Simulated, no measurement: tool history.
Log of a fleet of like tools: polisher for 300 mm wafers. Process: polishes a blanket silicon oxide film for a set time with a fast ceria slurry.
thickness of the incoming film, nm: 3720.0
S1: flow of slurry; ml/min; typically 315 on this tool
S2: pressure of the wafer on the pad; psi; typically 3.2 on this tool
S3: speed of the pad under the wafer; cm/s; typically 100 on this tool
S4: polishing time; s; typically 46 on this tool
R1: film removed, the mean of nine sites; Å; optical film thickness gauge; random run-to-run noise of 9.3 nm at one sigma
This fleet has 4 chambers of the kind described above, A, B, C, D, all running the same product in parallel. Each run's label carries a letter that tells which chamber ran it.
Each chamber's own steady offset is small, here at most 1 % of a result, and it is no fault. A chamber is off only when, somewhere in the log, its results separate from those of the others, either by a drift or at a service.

{"hour": 0.7, "done": "chamber D: slurry nozzle cleaned"}
{"hour": 4.6, "done": "chamber B: worn pad replaced by a new one"}
{"run": "1D", "hour": 6.8, "S1": 315, "S2": 3.2, "S3": 100, "S4": 46, "R1": 6682.8}
{"hour": 11.5, "done": "chamber D: worn pad replaced by a new one"}
{"run": "2A", "hour": 16.0, "S1": 315, "S2": 3.2, "S3": 100, "S4": 46, "R1": 6693.3}
{"hour": 26.0, "done": "chamber C: worn pad replaced by a new one"}
{"run": "3B", "hour": 26.3, "S1": 315, "S2": 3.2, "S3": 100, "S4": 46, "R1": 6668.6}
{"run": "4C", "hour": 34.2, "S1": 315, "S2": 3.2, "S3": 100, "S4": 46, "R1": 6855.5}
{"run": "5A", "hour": 39.8, "S1": 315, "S2": 3.2, "S3": 100, "S4": 46, "R1": 6769.9}
{"run": "6C", "hour": 49.2, "S1": 315, "S2": 3.2, "S3": 100, "S4": 46, "R1": 6713.8}
{"run": "7B", "hour": 54.5, "S1": 315, "S2": 3.2, "S3": 100, "S4": 46, "R1": 6816.3}
{"hour": 58.6, "done": "chamber A: worn pad replaced by a new one"}
{"run": "8D", "hour": 59.3, "S1": 315, "S2": 3.2, "S3": 100, "S4": 46, "R1": 6604.8}
{"run": "9D", "hour": 69.0, "S1": 315, "S2": 3.2, "S3": 100, "S4": 46, "R1": 6556.2}
{"hour": 72.0, "done": "chamber B: worn pad replaced by a new one"}
{"hour": 76.6, "done": "chamber D: worn pad replaced by a new one"}
{"run": "10B", "hour": 77.5, "S1": 315, "S2": 3.2, "S3": 100, "S4": 46, "R1": 6965.9}
{"run": "11C", "hour": 84.3, "S1": 315, "S2": 3.2, "S3": 100, "S4": 46, "R1": 6710.3}
{"run": "12A", "hour": 93.3, "S1": 315, "S2": 3.2, "S3": 100, "S4": 46, "R1": 6732.4}
{"run": "13D", "hour": 102.5, "S1": 315, "S2": 3.2, "S3": 100, "S4": 46, "R1": 6647.7}
{"run": "14A", "hour": 107.7, "S1": 315, "S2": 3.2, "S3": 100, "S4": 46, "R1": 6761.0}
{"hour": 114.9, "done": "chamber A: worn pad replaced by a new one"}
{"run": "15C", "hour": 117.0, "S1": 315, "S2": 3.2, "S3": 100, "S4": 46, "R1": 6803.4}
{"hour": 124.1, "done": "chamber A: slurry nozzle cleaned"}
{"run": "16B", "hour": 124.2, "S1": 315, "S2": 3.2, "S3": 100, "S4": 46, "R1": 6799.0}
{"hour": 125.4, "done": "chamber C: worn pad replaced by a new one"}
{"hour": 128.8, "done": "chamber D: worn pad replaced by a new one"}
{"run": "17C", "hour": 132.9, "S1": 315, "S2": 3.2, "S3": 100, "S4": 46, "R1": 6741.9}
{"hour": 133.2, "done": "chamber C: head pressure recalibrated"}
{"run": "18B", "hour": 141.3, "S1": 315, "S2": 3.2, "S3": 100, "S4": 46, "R1": 6763.7}
{"hour": 145.2, "done": "chamber B: worn pad replaced by a new one"}
{"run": "19A", "hour": 149.4, "S1": 315, "S2": 3.2, "S3": 100, "S4": 46, "R1": 6914.3}
{"run": "20D", "hour": 157.8, "S1": 315, "S2": 3.2, "S3": 100, "S4": 46, "R1": 6752.7}
{"run": "21B", "hour": 163.3, "S1": 315, "S2": 3.2, "S3": 100, "S4": 46, "R1": 6743.4}
{"run": "22A", "hour": 171.1, "S1": 315, "S2": 3.2, "S3": 100, "S4": 46, "R1": 6792.5}
{"hour": 171.4, "done": "chamber A: worn pad replaced by a new one"}
{"run": "23D", "hour": 178.2, "S1": 315, "S2": 3.2, "S3": 100, "S4": 46, "R1": 6607.4}
{"run": "24C", "hour": 184.0, "S1": 385, "S2": 3.2, "S3": 100, "S4": 31, "R1": 4275.8}
{"hour": 186.7, "done": "chamber D: worn pad replaced by a new one"}
{"run": "25A", "hour": 191.3, "S1": 385, "S2": 3.2, "S3": 100, "S4": 31, "R1": 4651.4}
{"run": "26C", "hour": 198.6, "S1": 385, "S2": 3.2, "S3": 100, "S4": 31, "R1": 4197.3}
{"run": "27B", "hour": 205.1, "S1": 385, "S2": 3.2, "S3": 100, "S4": 31, "R1": 4550.1}
{"run": "28D", "hour": 213.3, "S1": 315, "S2": 3.2, "S3": 100, "S4": 46, "R1": 6589.5}
{"hour": 216.9, "done": "chamber B: worn pad replaced by a new one"}
{"hour": 217.9, "done": "chamber C: worn pad replaced by a new one"}
{"run": "29B", "hour": 222.9, "S1": 315, "S2": 3.2, "S3": 100, "S4": 46, "R1": 6723.9}
{"run": "30C", "hour": 228.2, "S1": 315, "S2": 3.2, "S3": 100, "S4": 46, "R1": 6119.5}
{"run": "31D", "hour": 237.1, "S1": 315, "S2": 3.7, "S3": 100, "S4": 46, "R1": 7650.0}
{"hour": 238.9, "done": "chamber A: worn pad replaced by a new one"}
{"run": "32A", "hour": 242.3, "S1": 315, "S2": 3.7, "S3": 100, "S4": 46, "R1": 7817.3}
{"hour": 248.6, "done": "chamber D: worn pad replaced by a new one"}
{"run": "33C", "hour": 251.0, "S1": 315, "S2": 3.7, "S3": 100, "S4": 46, "R1": 7116.8}
{"hour": 258.6, "done": "chamber A: head pressure recalibrated"}
{"run": "34A", "hour": 260.1, "S1": 315, "S2": 3.7, "S3": 100, "S4": 46, "R1": 7688.8}
{"run": "35B", "hour": 270.0, "S1": 315, "S2": 3.2, "S3": 100, "S4": 46, "R1": 6685.3}
{"run": "36D", "hour": 278.5, "S1": 315, "S2": 3.2, "S3": 100, "S4": 46, "R1": 6617.7}
{"run": "37B", "hour": 286.4, "S1": 315, "S2": 3.2, "S3": 100, "S4": 46, "R1": 6675.5}
{"run": "38D", "hour": 294.0, "S1": 315, "S2": 3.2, "S3": 100, "S4": 46, "R1": 6539.4}

Predict what each chamber gives when all 4 of them run the settings below next.
{"run": "39A", "hour": 301.8, "S1": 315, "S2": 3.2, "S3": 100, "S4": 46, "R1": "?"}
{"run": "39B", "hour": 301.8, "S1": 315, "S2": 3.2, "S3": 100, "S4": 46, "R1": "?"}
{"run": "39C", "hour": 301.8, "S1": 315, "S2": 3.2, "S3": 100, "S4": 46, "R1": "?"}
{"run": "39D", "hour": 301.8, "S1": 315, "S2": 3.2, "S3": 100, "S4": 46, "R1": "?"}

run=39A R1=6707.2
run=39B R1=6567.4
run=39C R1=6184.7
run=39D R1=6594.9
